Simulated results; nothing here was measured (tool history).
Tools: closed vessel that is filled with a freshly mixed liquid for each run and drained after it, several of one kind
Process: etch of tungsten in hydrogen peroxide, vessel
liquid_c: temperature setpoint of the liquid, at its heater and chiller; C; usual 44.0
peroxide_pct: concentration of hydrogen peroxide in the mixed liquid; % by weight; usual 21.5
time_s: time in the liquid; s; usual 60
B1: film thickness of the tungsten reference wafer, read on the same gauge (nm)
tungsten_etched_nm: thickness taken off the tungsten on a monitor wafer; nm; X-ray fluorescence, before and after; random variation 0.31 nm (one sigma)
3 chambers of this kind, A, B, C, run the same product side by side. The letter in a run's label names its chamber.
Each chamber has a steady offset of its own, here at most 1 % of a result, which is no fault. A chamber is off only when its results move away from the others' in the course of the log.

Run 1C, hour 3.8: usual settings; B1 130.00. Result: tungsten_etched_nm 77.476 nm.
At hour 5.2: chamber C: thermometer replaced.
Run 2B, hour 7.8: usual settings; B1 129.98. Result: tungsten_etched_nm 78.288 nm.
Run 3A, hour 14.7: usual settings; B1 129.99. Result: tungsten_etched_nm 77.545 nm.
Run 4C, hour 21.7: usual settings; B1 129.99. Result: tungsten_etched_nm 77.196 nm.
Run 5B, hour 28.1: usual settings; B1 130.00. Result: tungsten_etched_nm 78.414 nm.
Run 6A, hour 35.1: usual settings but liquid_c 39.0 C, time_s 40 s; B1 130.03. Result: tungsten_etched_nm 37.542 nm.
Run 7C, hour 39.5: usual settings but liquid_c 39.0 C, time_s 40 s; B1 130.02. Result: tungsten_etched_nm 37.391 nm.
Run 8B, hour 44.4: usual settings but liquid_c 39.0 C, time_s 40 s; B1 129.95. Result: tungsten_etched_nm 38.204 nm.
Run 9A, hour 48.2: usual settings; B1 129.98. Result: tungsten_etched_nm 78.599 nm.
Run 10A, hour 52.6: usual settings; B1 130.00. Result: tungsten_etched_nm 78.029 nm.
Run 11B, hour 59.2: usual settings; B1 129.99. Result: tungsten_etched_nm 78.988 nm.
Run 12C, hour 66.0: usual settings; B1 129.97. Result: tungsten_etched_nm 76.968 nm.
Run 13A, hour 69.7: usual settings; B1 129.96. Result: tungsten_etched_nm 78.298 nm.
Run 14B, hour 75.2: usual settings; B1 129.99. Result: tungsten_etched_nm 78.222 nm.
Run 15C, hour 78.5: usual settings; B1 130.00. Result: tungsten_etched_nm 76.103 nm.
Run 16C, hour 83.9: usual settings; B1 129.98. Result: tungsten_etched_nm 76.938 nm.
Run 17B, hour 88.8: usual settings; B1 129.96. Result: tungsten_etched_nm 77.987 nm.
Run 18A, hour 95.3: usual settings but liquid_c 47.5 C; B1 129.99. Result: tungsten_etched_nm 97.952 nm.
Run 19A, hour 99.8: usual settings but liquid_c 47.5 C; B1 129.97. Result: tungsten_etched_nm 97.132 nm.
At hour 104.9: chamber A: new drum of peroxide connected.
Run 20B, hour 106.7: usual settings but liquid_c 47.5 C; B1 130.00. Result: tungsten_etched_nm 98.417 nm.
At hour 108.4: chamber B: new drum of peroxide connected.
Run 21C, hour 110.2: usual settings; B1 130.00. Result: tungsten_etched_nm 76.513 nm.
Run 22C, hour 114.2: usual settings; B1 130.02. Result: tungsten_etched_nm 75.676 nm.
Run 23A, hour 118.6: usual settings; B1 130.01. Result: tungsten_etched_nm 78.833 nm.
Run 24B, hour 124.7: usual settings; B1 129.96. Result: tungsten_etched_nm 78.336 nm.
Run 25A, hour 128.6: usual settings; B1 130.01. Result: tungsten_etched_nm 77.924 nm.
Run 26B, hour 132.7: usual settings; B1 129.99. Result: tungsten_etched_nm 79.015 nm.

Next, every chamber runs the same settings. What will each give?
Run 27A, hour 138.0: usual settings. Result: tungsten_etched_nm ?.
Run 27B, hour 138.0: usual settings. Result: tungsten_etched_nm ?.
Run 27C, hour 138.0: usual settings. Result: tungsten_etched_nm ?.

run  tungsten_etched_nm
27A              78.063
27B              78.484
27C              75.241

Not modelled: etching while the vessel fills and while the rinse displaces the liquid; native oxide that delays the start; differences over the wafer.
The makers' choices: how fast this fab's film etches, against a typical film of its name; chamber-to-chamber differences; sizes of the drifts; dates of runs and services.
